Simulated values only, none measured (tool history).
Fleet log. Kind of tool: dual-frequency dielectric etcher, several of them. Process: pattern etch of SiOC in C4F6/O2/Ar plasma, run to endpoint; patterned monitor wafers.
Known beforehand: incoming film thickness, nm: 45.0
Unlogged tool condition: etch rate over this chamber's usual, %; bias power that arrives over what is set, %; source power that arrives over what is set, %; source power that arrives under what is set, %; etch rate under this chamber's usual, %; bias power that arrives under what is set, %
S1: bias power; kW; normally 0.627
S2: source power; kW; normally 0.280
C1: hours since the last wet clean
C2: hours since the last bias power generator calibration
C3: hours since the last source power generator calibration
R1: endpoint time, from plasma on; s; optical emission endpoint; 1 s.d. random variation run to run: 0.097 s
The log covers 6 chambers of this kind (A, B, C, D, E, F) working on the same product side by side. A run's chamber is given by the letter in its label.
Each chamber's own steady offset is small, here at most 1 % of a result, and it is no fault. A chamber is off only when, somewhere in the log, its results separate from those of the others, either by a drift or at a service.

run	hour	S1	S2	C1	C2	C3	R1
1E	7.3	0.627	0.280	409.9	3638.9	1468.1	15.770
2B	20.8	0.627	0.280	29.3	775.4	2674.9	15.813
3A	31.5	0.627	0.280	311.4	1950.8	655.7	15.744
4D	44.9	0.627	0.280	299.8	1937.2	717.5	15.791
5F	56.4	0.475	0.220	283.1	2275.2	1278.8	19.423
6C	66.2	0.475	0.220	115.7	2383.6	633.7	19.031
7D	81.4	0.475	0.220	336.3	1973.7	754.0	19.075
8B	94.9	0.475	0.220	103.4	849.5	2749.0	19.030
9A	106.1	0.475	0.220	386.0	2025.4	730.3	19.255
10C	120.2	0.475	0.220	169.7	2437.6	687.7	19.137
# hour 131.4: chamber A: wet clean of the chamber
11F	134.3	0.627	0.280	361.0	2353.1	1356.7	15.913
12E	142.1	0.627	0.280	544.7	3773.7	1602.9	15.756
# hour 149.7: chamber E: wet clean of the chamber
# hour 153.5: chamber D: bias power generator calibrated
13D	156.0	0.627	0.280	410.9	2.6	828.6	15.729
14F	167.1	0.627	0.280	393.8	2385.9	1389.5	15.955
15E	181.5	0.627	0.280	31.8	3813.1	1642.3	15.817
16C	192.6	0.627	0.280	242.1	2510.0	760.1	15.912
17B	206.5	0.627	0.280	215.0	961.1	2860.6	15.680
18A	215.5	0.627	0.280	84.1	2134.8	839.7	15.824
19B	222.8	0.627	0.280	231.3	977.4	2876.9	15.834
20C	234.2	0.627	0.280	283.7	2551.6	801.7	15.839
21E	245.7	0.627	0.280	96.0	3877.3	1706.5	15.728
# hour 257.6: chamber F: wet clean of the chamber
22F	260.5	0.627	0.280	3.0	2479.3	1482.9	15.876
23A	273.4	0.627	0.280	142.0	2192.7	897.6	15.908
24D	286.3	0.627	0.280	541.2	132.9	958.9	15.836
25E	296.8	0.723	0.280	147.1	3928.4	1757.6	15.029
# hour 305.0: chamber B: source power generator calibrated
26C	307.0	0.723	0.280	356.5	2624.4	874.5	14.803
27F	322.0	0.723	0.280	64.5	2540.8	1544.4	15.083
28B	329.2	0.723	0.280	337.7	1083.8	24.2	14.934
29D	344.3	0.723	0.280	599.2	190.9	1016.9	14.702
# hour 349.3: chamber C: wet clean of the chamber
30A	353.1	0.723	0.280	221.7	2272.4	977.3	14.984
31A	362.0	0.627	0.280	230.6	2281.3	986.2	15.922
32E	374.7	0.627	0.280	225.0	4006.3	1835.5	15.865
33B	382.6	0.627	0.280	391.1	1137.2	77.6	15.764
34D	396.3	0.537	0.280	651.2	242.9	1068.9	16.304
35C	405.1	0.537	0.280	55.8	2722.5	972.6	16.860
36F	416.7	0.537	0.280	159.2	2635.5	1639.1	16.865
37C	430.3	0.537	0.280	81.0	2747.7	997.8	16.889
38D	443.9	0.537	0.280	698.8	290.5	1116.5	16.187
39A	457.8	0.537	0.280	326.4	2377.1	1082.0	16.956
40B	469.9	0.627	0.280	478.4	1224.5	164.9	15.944
41E	484.3	0.627	0.280	334.6	4115.9	1945.1	15.891
42F	497.0	0.627	0.280	239.5	2715.8	1719.4	15.878

Read the log: is a single chamber off, either drifting away or since a service, is the gauge that measures every chamber drifting, or is nothing wrong beyond small per-chamber offsets? Name any odd chamber and what most likely caused it.

It is chamber D that slowly wanders off from its peers.
Likeliest cause: etch rate over this chamber's usual, % = 4.47.

Below are 4 candidate recipes for chamber D's next run, each the usual settings with a change, their results shown as question marks. Which of them brings D's results back in line with what the other chambers give on the usual settings?
To be in line, a result may differ from the other chambers' mean on the usual settings by at most: R1 0.340 s
43D-1	507.9	0.698	0.310				?
43D-2	507.9	0.627	0.220				?
43D-3	507.9	0.627	0.250				?
43D-4	507.9	0.695	0.280				?

What the other chambers average on the usual settings: R1 15.801 s
run	R1
43D-1	13.972
43D-2	16.505
43D-3	15.761
43D-4	14.520
43D-3 is the one that brings the chamber's results back in line with the other chambers.
